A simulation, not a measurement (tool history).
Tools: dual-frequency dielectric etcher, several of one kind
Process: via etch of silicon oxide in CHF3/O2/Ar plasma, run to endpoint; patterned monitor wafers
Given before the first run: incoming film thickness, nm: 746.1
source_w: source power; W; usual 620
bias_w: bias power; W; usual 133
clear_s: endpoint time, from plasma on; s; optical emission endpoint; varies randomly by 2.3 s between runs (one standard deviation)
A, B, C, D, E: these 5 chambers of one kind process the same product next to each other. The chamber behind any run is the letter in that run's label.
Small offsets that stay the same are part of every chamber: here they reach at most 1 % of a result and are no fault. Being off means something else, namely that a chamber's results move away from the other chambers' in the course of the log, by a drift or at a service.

run	hour	source_w	bias_w	hours since the last wet clean	hours since the last source power generator calibration	hours since the last bias power generator calibration	clear_s
1B	6.6	620	133	76.4	3018.4	3077.1	416.38
2D	14	620	133	26.5	1150.7	1047.8	411.29
3C	22.5	620	133	379.7	1091	1140.1	405.7
4A	35.5	620	133	321.4	2986.3	234.3	405.16
5E	46.3	620	133	338.5	2270.4	1045.8	411.28
6E	54.4	720	133	346.6	2278.5	1053.9	391.45
# hour 63.4: chamber C: wet clean of the chamber
7C	67.3	720	133	4	1135.8	1184.9	386.2
8A	73.1	720	133	359	3023.9	271.9	386.13
9B	82.2	720	133	152	3094	3152.7	394.94
10D	88.3	720	133	100.8	1225	1122.1	383.21
11B	96.6	620	133	166.4	3108.4	3167.1	412.52
# hour 107.2: chamber E: wet clean of the chamber
12C	107.7	620	133	44.4	1176.2	1225.3	405.31
13A	120.5	560	114	406.4	3071.3	319.3	441.32
14D	133.8	560	114	146.3	1270.5	1167.6	448.48
15E	146.9	560	114	39.8	2371	1146.4	450.63
16C	160	560	114	96.7	1228.5	1277.6	444.55
# hour 170.2: chamber A: source power generator calibrated
17D	170.3	560	114	182.8	1307	1204.1	449.98
18E	182.9	620	133	75.8	2407	1182.4	414.57
19A	195	620	133	480.9	24.8	393.8	406.12
20B	205.2	620	133	275	3217	3275.7	417.63
21B	212.4	620	133	282.2	3224.2	3282.9	420.55
22D	220.9	620	133	233.4	1357.6	1254.7	413.18
23A	231.5	620	133	517.4	61.3	430.3	409.51
24E	242.8	620	115	135.7	2466.9	1242.3	431.85
25C	251.5	620	115	188.2	1320	1369.1	423.11
26C	264.4	620	115	201.1	1332.9	1382	427.27
27D	273.4	620	115	285.9	1410.1	1307.2	424.32
28E	284	620	115	176.9	2508.1	1283.5	435.86
29B	295.7	620	133	365.5	3307.5	3366.2	418.06
30A	304.5	620	133	590.4	134.3	503.3	408.97
31C	316.8	620	133	253.5	1385.3	1434.4	409.26
32A	328.8	620	133	614.7	158.6	527.6	404.34
33B	336.2	620	133	406	3348	3406.7	416.16
34E	343.8	620	133	236.7	2567.9	1343.3	412.53
35D	356.1	620	133	368.6	1492.8	1389.9	405.14

The same settings go to every chamber for the next run, one line per chamber below. Forecast the results for each:
36A	365.7	620	158				?
36B	365.7	620	158				?
36C	365.7	620	158				?
36D	365.7	620	158				?
36E	365.7	620	158				?

run	clear_s
36A	380.9
36B	395.78
36C	387.78
36D	384.79
36E	392.97
